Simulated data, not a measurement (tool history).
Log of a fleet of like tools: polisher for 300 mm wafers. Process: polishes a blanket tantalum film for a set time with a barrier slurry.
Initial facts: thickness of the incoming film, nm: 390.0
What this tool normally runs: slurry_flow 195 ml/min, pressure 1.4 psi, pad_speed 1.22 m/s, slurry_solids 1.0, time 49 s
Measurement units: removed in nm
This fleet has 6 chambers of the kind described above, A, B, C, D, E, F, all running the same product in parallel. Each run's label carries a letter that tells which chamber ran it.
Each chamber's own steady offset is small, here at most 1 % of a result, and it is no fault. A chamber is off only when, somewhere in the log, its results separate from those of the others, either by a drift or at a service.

{"run": "1C", "hour": 7.0, "slurry_flow": 195, "pressure": 1.4, "pad_speed": 1.22, "slurry_solids": 1.0, "time": 49, "removed": 81.873}
{"hour": 10.7, "done": "chamber E: worn pad replaced by a new one"}
{"run": "2A", "hour": 17.1, "slurry_flow": 195, "pressure": 1.4, "pad_speed": 1.22, "slurry_solids": 1.0, "time": 49, "removed": 81.907}
{"run": "3D", "hour": 23.2, "slurry_flow": 195, "pressure": 1.4, "pad_speed": 1.22, "slurry_solids": 1.0, "time": 49, "removed": 80.802}
{"hour": 24.2, "done": "chamber F: slurry blender recalibrated"}
{"hour": 25.1, "done": "chamber C: slurry blender recalibrated"}
{"run": "4B", "hour": 31.8, "slurry_flow": 195, "pressure": 1.4, "pad_speed": 1.22, "slurry_solids": 1.0, "time": 49, "removed": 81.38}
{"run": "5F", "hour": 36.9, "slurry_flow": 195, "pressure": 1.4, "pad_speed": 1.22, "slurry_solids": 1.0, "time": 49, "removed": 79.555}
{"hour": 43.4, "done": "chamber A: head pressure recalibrated"}
{"run": "6E", "hour": 45.6, "slurry_flow": 195, "pressure": 1.4, "pad_speed": 1.22, "slurry_solids": 1.0, "time": 49, "removed": 80.197}
{"run": "7F", "hour": 51.5, "slurry_flow": 195, "pressure": 1.4, "pad_speed": 1.22, "slurry_solids": 1.0, "time": 49, "removed": 82.081}
{"run": "8B", "hour": 61.3, "slurry_flow": 195, "pressure": 1.4, "pad_speed": 1.22, "slurry_solids": 1.0, "time": 49, "removed": 79.119}
{"run": "9E", "hour": 66.8, "slurry_flow": 195, "pressure": 1.4, "pad_speed": 1.22, "slurry_solids": 1.0, "time": 49, "removed": 79.666}
{"hour": 68.9, "done": "chamber C: worn pad replaced by a new one"}
{"run": "10C", "hour": 73.5, "slurry_flow": 195, "pressure": 1.4, "pad_speed": 1.22, "slurry_solids": 1.0, "time": 49, "removed": 80.472}
{"hour": 74.9, "done": "chamber A: slurry nozzle cleaned"}
{"run": "11D", "hour": 78.4, "slurry_flow": 195, "pressure": 1.4, "pad_speed": 1.22, "slurry_solids": 1.0, "time": 49, "removed": 80.436}
{"hour": 81.9, "done": "chamber B: worn pad replaced by a new one"}
{"run": "12A", "hour": 84.9, "slurry_flow": 195, "pressure": 1.4, "pad_speed": 1.22, "slurry_solids": 1.0, "time": 49, "removed": 81.382}
{"run": "13F", "hour": 92.5, "slurry_flow": 195, "pressure": 1.4, "pad_speed": 1.22, "slurry_solids": 1.0, "time": 49, "removed": 79.998}
{"hour": 97.1, "done": "chamber D: worn pad replaced by a new one"}
{"run": "14C", "hour": 99.6, "slurry_flow": 195, "pressure": 1.4, "pad_speed": 1.22, "slurry_solids": 0.9, "time": 35, "removed": 56.556}
{"hour": 101.0, "done": "chamber F: slurry nozzle cleaned"}
{"hour": 101.7, "done": "chamber E: slurry blender recalibrated"}
{"run": "15E", "hour": 108.1, "slurry_flow": 195, "pressure": 1.4, "pad_speed": 1.22, "slurry_solids": 0.9, "time": 35, "removed": 54.481}
{"hour": 111.1, "done": "chamber F: worn pad replaced by a new one"}
{"run": "16B", "hour": 117.0, "slurry_flow": 195, "pressure": 1.4, "pad_speed": 1.22, "slurry_solids": 0.9, "time": 35, "removed": 55.316}
{"hour": 119.9, "done": "chamber E: worn pad replaced by a new one"}
{"hour": 121.7, "done": "chamber A: worn pad replaced by a new one"}
{"run": "17D", "hour": 125.5, "slurry_flow": 195, "pressure": 1.4, "pad_speed": 1.22, "slurry_solids": 0.9, "time": 35, "removed": 55.26}
{"run": "18A", "hour": 134.0, "slurry_flow": 195, "pressure": 1.4, "pad_speed": 1.22, "slurry_solids": 0.9, "time": 35, "removed": 56.758}
{"run": "19A", "hour": 142.7, "slurry_flow": 195, "pressure": 1.4, "pad_speed": 1.22, "slurry_solids": 0.9, "time": 35, "removed": 55.431}
{"run": "20E", "hour": 150.4, "slurry_flow": 195, "pressure": 1.4, "pad_speed": 1.22, "slurry_solids": 1.0, "time": 49, "removed": 77.235}
{"hour": 151.5, "done": "chamber B: slurry blender recalibrated"}
{"run": "21F", "hour": 160.5, "slurry_flow": 195, "pressure": 1.4, "pad_speed": 1.22, "slurry_solids": 1.0, "time": 49, "removed": 81.78}
{"run": "22C", "hour": 169.1, "slurry_flow": 195, "pressure": 1.4, "pad_speed": 1.22, "slurry_solids": 1.0, "time": 49, "removed": 79.345}
{"hour": 172.8, "done": "chamber E: head pressure recalibrated"}
{"hour": 173.5, "done": "chamber B: slurry nozzle cleaned"}
{"run": "23D", "hour": 175.5, "slurry_flow": 155, "pressure": 1.4, "pad_speed": 1.22, "slurry_solids": 1.0, "time": 54, "removed": 85.408}
{"run": "24B", "hour": 184.9, "slurry_flow": 155, "pressure": 1.4, "pad_speed": 1.22, "slurry_solids": 1.0, "time": 54, "removed": 86.821}
{"hour": 190.4, "done": "chamber F: slurry blender recalibrated"}
{"run": "25C", "hour": 190.5, "slurry_flow": 155, "pressure": 1.4, "pad_speed": 1.22, "slurry_solids": 1.0, "time": 54, "removed": 83.91}
{"hour": 195.4, "done": "chamber B: worn pad replaced by a new one"}
{"run": "26A", "hour": 199.7, "slurry_flow": 155, "pressure": 1.4, "pad_speed": 1.22, "slurry_solids": 1.0, "time": 54, "removed": 87.969}
{"run": "27E", "hour": 205.2, "slurry_flow": 155, "pressure": 1.4, "pad_speed": 1.22, "slurry_solids": 1.0, "time": 54, "removed": 86.061}
{"run": "28B", "hour": 213.8, "slurry_flow": 155, "pressure": 1.4, "pad_speed": 1.22, "slurry_solids": 1.0, "time": 54, "removed": 84.619}
{"hour": 214.4, "done": "chamber C: worn pad replaced by a new one"}
{"run": "29D", "hour": 224.0, "slurry_flow": 195, "pressure": 1.4, "pad_speed": 1.22, "slurry_solids": 1.0, "time": 49, "removed": 80.668}
{"run": "30F", "hour": 228.9, "slurry_flow": 195, "pressure": 1.4, "pad_speed": 1.22, "slurry_solids": 1.0, "time": 56, "removed": 92.654}
{"hour": 231.1, "done": "chamber E: worn pad replaced by a new one"}
{"run": "31F", "hour": 234.8, "slurry_flow": 195, "pressure": 1.4, "pad_speed": 1.22, "slurry_solids": 1.0, "time": 56, "removed": 92.73}
{"run": "32B", "hour": 239.6, "slurry_flow": 195, "pressure": 1.4, "pad_speed": 1.22, "slurry_solids": 1.0, "time": 56, "removed": 91.177}
{"hour": 242.9, "done": "chamber D: slurry nozzle cleaned"}
{"hour": 243.9, "done": "chamber D: worn pad replaced by a new one"}
{"run": "33D", "hour": 247.1, "slurry_flow": 195, "pressure": 1.4, "pad_speed": 1.22, "slurry_solids": 1.0, "time": 56, "removed": 91.632}
{"hour": 250.3, "done": "chamber D: slurry blender recalibrated"}
{"run": "34E", "hour": 252.1, "slurry_flow": 195, "pressure": 1.4, "pad_speed": 1.22, "slurry_solids": 1.0, "time": 56, "removed": 92.53}
{"hour": 252.2, "done": "chamber C: slurry blender recalibrated"}
{"run": "35A", "hour": 257.2, "slurry_flow": 195, "pressure": 1.4, "pad_speed": 1.22, "slurry_solids": 1.0, "time": 56, "removed": 93.456}
{"run": "36C", "hour": 263.3, "slurry_flow": 195, "pressure": 1.4, "pad_speed": 1.22, "slurry_solids": 1.0, "time": 49, "removed": 81.33}
{"run": "37B", "hour": 271.4, "slurry_flow": 195, "pressure": 1.4, "pad_speed": 1.22, "slurry_solids": 1.0, "time": 49, "removed": 79.647}
{"run": "38D", "hour": 281.6, "slurry_flow": 195, "pressure": 1.4, "pad_speed": 1.22, "slurry_solids": 1.0, "time": 49, "removed": 78.966}
{"run": "39C", "hour": 291.3, "slurry_flow": 195, "pressure": 1.4, "pad_speed": 1.22, "slurry_solids": 1.0, "time": 49, "removed": 79.425}

Predict what each chamber gives when all 6 of them run the settings below next.
{"run": "40A", "hour": 298.9, "slurry_flow": 195, "pressure": 1.4, "pad_speed": 1.22, "slurry_solids": 1.0, "time": 49, "removed": "?"}
{"run": "40B", "hour": 298.9, "slurry_flow": 195, "pressure": 1.4, "pad_speed": 1.22, "slurry_solids": 1.0, "time": 49, "removed": "?"}
{"run": "40C", "hour": 298.9, "slurry_flow": 195, "pressure": 1.4, "pad_speed": 1.22, "slurry_solids": 1.0, "time": 49, "removed": "?"}
{"run": "40D", "hour": 298.9, "slurry_flow": 195, "pressure": 1.4, "pad_speed": 1.22, "slurry_solids": 1.0, "time": 49, "removed": "?"}
{"run": "40E", "hour": 298.9, "slurry_flow": 195, "pressure": 1.4, "pad_speed": 1.22, "slurry_solids": 1.0, "time": 49, "removed": "?"}
{"run": "40F", "hour": 298.9, "slurry_flow": 195, "pressure": 1.4, "pad_speed": 1.22, "slurry_solids": 1.0, "time": 49, "removed": "?"}

run=40A removed=81.341
run=40B removed=80.818
run=40C removed=81.115
run=40D removed=80.447
run=40E removed=80.379
run=40F removed=80.314

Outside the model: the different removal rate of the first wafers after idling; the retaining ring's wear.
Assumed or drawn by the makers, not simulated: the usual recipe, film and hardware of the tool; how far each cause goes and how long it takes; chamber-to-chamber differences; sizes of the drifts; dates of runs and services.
